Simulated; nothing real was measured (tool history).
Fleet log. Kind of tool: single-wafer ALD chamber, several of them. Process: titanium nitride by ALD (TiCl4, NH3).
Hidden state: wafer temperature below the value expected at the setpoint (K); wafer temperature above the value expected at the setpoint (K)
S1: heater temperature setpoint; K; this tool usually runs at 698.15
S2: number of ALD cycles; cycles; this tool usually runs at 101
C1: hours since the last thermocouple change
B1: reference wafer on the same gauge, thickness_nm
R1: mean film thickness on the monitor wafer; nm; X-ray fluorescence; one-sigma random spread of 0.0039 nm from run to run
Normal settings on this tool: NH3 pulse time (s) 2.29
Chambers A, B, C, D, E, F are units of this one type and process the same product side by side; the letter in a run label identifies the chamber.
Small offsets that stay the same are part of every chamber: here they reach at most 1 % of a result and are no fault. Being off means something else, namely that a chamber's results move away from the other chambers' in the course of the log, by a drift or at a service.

{"run": "1A", "hour": 13.3, "S1": 698.15, "S2": 101, "NH3 pulse time (s)": 2.29, "C1": 327.1, "B1": 1.8296, "R1": 2.2698}
{"run": "2B", "hour": 21.5, "S1": 698.15, "S2": 101, "NH3 pulse time (s)": 2.29, "C1": 2368.3, "B1": 1.8289, "R1": 2.2621}
{"run": "3C", "hour": 27.9, "S1": 698.15, "S2": 101, "NH3 pulse time (s)": 2.29, "C1": 1338.3, "B1": 1.8297, "R1": 2.2406}
{"run": "4E", "hour": 35.7, "S1": 698.15, "S2": 101, "NH3 pulse time (s)": 2.29, "C1": 1512.5, "B1": 1.8287, "R1": 2.2455}
{"run": "5F", "hour": 44.7, "S1": 698.15, "S2": 101, "NH3 pulse time (s)": 2.29, "C1": 342.6, "B1": 1.8281, "R1": 2.2649}
{"run": "6D", "hour": 56.9, "S1": 698.15, "S2": 101, "NH3 pulse time (s)": 2.29, "C1": 111.3, "B1": 1.828, "R1": 2.2831}
{"run": "7E", "hour": 68.4, "S1": 698.15, "S2": 101, "NH3 pulse time (s)": 2.29, "C1": 1545.2, "B1": 1.8279, "R1": 2.2392}
{"run": "8D", "hour": 74.5, "S1": 698.15, "S2": 101, "NH3 pulse time (s)": 2.29, "C1": 128.9, "B1": 1.8277, "R1": 2.2757}
{"run": "9F", "hour": 85.1, "S1": 698.15, "S2": 101, "NH3 pulse time (s)": 2.61, "C1": 383.0, "B1": 1.826, "R1": 2.2644}
{"run": "10B", "hour": 96.0, "S1": 698.15, "S2": 101, "NH3 pulse time (s)": 2.61, "C1": 2442.8, "B1": 1.827, "R1": 2.2714}
{"run": "11A", "hour": 108.6, "S1": 698.15, "S2": 101, "NH3 pulse time (s)": 2.61, "C1": 422.4, "B1": 1.8269, "R1": 2.2693}
{"run": "12C", "hour": 117.4, "S1": 698.15, "S2": 101, "NH3 pulse time (s)": 2.61, "C1": 1427.8, "B1": 1.8261, "R1": 2.2442}
{"run": "13B", "hour": 128.9, "S1": 698.15, "S2": 101, "NH3 pulse time (s)": 2.61, "C1": 2475.7, "B1": 1.8252, "R1": 2.2722}
{"run": "14C", "hour": 139.9, "S1": 698.15, "S2": 101, "NH3 pulse time (s)": 2.61, "C1": 1450.3, "B1": 1.8251, "R1": 2.2401}
{"run": "15E", "hour": 150.4, "S1": 698.15, "S2": 101, "NH3 pulse time (s)": 2.29, "C1": 1627.2, "B1": 1.8252, "R1": 2.2364}
{"run": "16D", "hour": 162.1, "S1": 698.15, "S2": 101, "NH3 pulse time (s)": 2.29, "C1": 216.5, "B1": 1.8247, "R1": 2.2692}
{"run": "17F", "hour": 173.5, "S1": 698.15, "S2": 101, "NH3 pulse time (s)": 2.29, "C1": 471.4, "B1": 1.8251, "R1": 2.2589}
{"run": "18A", "hour": 179.5, "S1": 710.15, "S2": 101, "NH3 pulse time (s)": 1.61, "C1": 493.3, "B1": 1.824, "R1": 2.2477}
{"run": "19E", "hour": 186.9, "S1": 710.15, "S2": 101, "NH3 pulse time (s)": 1.61, "C1": 1663.7, "B1": 1.8234, "R1": 2.2175}
{"run": "20A", "hour": 199.1, "S1": 710.15, "S2": 101, "NH3 pulse time (s)": 1.61, "C1": 512.9, "B1": 1.8233, "R1": 2.2372}
{"run": "21D", "hour": 210.3, "S1": 710.15, "S2": 101, "NH3 pulse time (s)": 1.61, "C1": 264.7, "B1": 1.8233, "R1": 2.2484}
{"run": "22B", "hour": 223.7, "S1": 710.15, "S2": 101, "NH3 pulse time (s)": 1.61, "C1": 2570.5, "B1": 1.8226, "R1": 2.2429}
{"run": "23C", "hour": 236.0, "S1": 710.15, "S2": 101, "NH3 pulse time (s)": 1.61, "C1": 1546.4, "B1": 1.8227, "R1": 2.213}
{"run": "24F", "hour": 245.5, "S1": 698.15, "S2": 101, "NH3 pulse time (s)": 2.29, "C1": 543.4, "B1": 1.8219, "R1": 2.2544}
{"run": "25B", "hour": 255.9, "S1": 698.15, "S2": 101, "NH3 pulse time (s)": 2.29, "C1": 2602.7, "B1": 1.8214, "R1": 2.2519}
{"run": "26C", "hour": 267.0, "S1": 698.15, "S2": 101, "NH3 pulse time (s)": 2.29, "C1": 1577.4, "B1": 1.821, "R1": 2.2287}
{"run": "27F", "hour": 275.8, "S1": 698.15, "S2": 101, "NH3 pulse time (s)": 2.29, "C1": 573.7, "B1": 1.8207, "R1": 2.2551}
{"hour": 276.1, "done": "chamber B: thermocouple changed; heater temperature recalibrated"}
{"run": "28D", "hour": 284.8, "S1": 698.15, "S2": 101, "NH3 pulse time (s)": 2.29, "C1": 339.2, "B1": 1.8209, "R1": 2.2565}
{"run": "29A", "hour": 296.1, "S1": 698.15, "S2": 101, "NH3 pulse time (s)": 2.29, "C1": 609.9, "B1": 1.8201, "R1": 2.2536}
{"run": "30E", "hour": 306.8, "S1": 698.15, "S2": 101, "NH3 pulse time (s)": 2.29, "C1": 1783.6, "B1": 1.8192, "R1": 2.2274}
{"run": "31B", "hour": 319.2, "S1": 698.15, "S2": 101, "NH3 pulse time (s)": 2.29, "C1": 43.1, "B1": 1.8195, "R1": 2.2574}
{"run": "32A", "hour": 330.9, "S1": 698.15, "S2": 101, "NH3 pulse time (s)": 2.29, "C1": 644.7, "B1": 1.8192, "R1": 2.2536}
{"run": "33F", "hour": 342.9, "S1": 698.15, "S2": 101, "NH3 pulse time (s)": 2.29, "C1": 640.8, "B1": 1.8197, "R1": 2.2515}
{"run": "34C", "hour": 350.9, "S1": 698.15, "S2": 101, "NH3 pulse time (s)": 2.29, "C1": 1661.3, "B1": 1.8195, "R1": 2.2349}
{"hour": 358.5, "done": "chamber E: thermocouple changed; heater temperature recalibrated"}
{"run": "35D", "hour": 361.6, "S1": 698.15, "S2": 101, "NH3 pulse time (s)": 2.29, "C1": 416.0, "B1": 1.818, "R1": 2.2653}
{"run": "36E", "hour": 375.3, "S1": 698.15, "S2": 101, "NH3 pulse time (s)": 2.29, "C1": 16.9, "B1": 1.818, "R1": 2.23}
{"run": "37B", "hour": 385.1, "S1": 698.15, "S2": 101, "NH3 pulse time (s)": 2.29, "C1": 109.0, "B1": 1.8181, "R1": 2.2459}
{"run": "38C", "hour": 391.5, "S1": 698.15, "S2": 101, "NH3 pulse time (s)": 2.29, "C1": 1701.9, "B1": 1.8168, "R1": 2.2232}

Next, all 6 chambers run the settings below, one line each with question marks for the results. What does each chamber give?
{"run": "39A", "hour": 401.4, "S1": 709.15, "S2": 101, "NH3 pulse time (s)": 2.29, "R1": "?"}
{"run": "39B", "hour": 401.4, "S1": 709.15, "S2": 101, "NH3 pulse time (s)": 2.29, "R1": "?"}
{"run": "39C", "hour": 401.4, "S1": 709.15, "S2": 101, "NH3 pulse time (s)": 2.29, "R1": "?"}
{"run": "39D", "hour": 401.4, "S1": 709.15, "S2": 101, "NH3 pulse time (s)": 2.29, "R1": "?"}
{"run": "39E", "hour": 401.4, "S1": 709.15, "S2": 101, "NH3 pulse time (s)": 2.29, "R1": "?"}
{"run": "39F", "hour": 401.4, "S1": 709.15, "S2": 101, "NH3 pulse time (s)": 2.29, "R1": "?"}

run=39A R1=2.2494
run=39B R1=2.2455
run=39C R1=2.2250
run=39D R1=2.2605
run=39E R1=2.2250
run=39F R1=2.2491
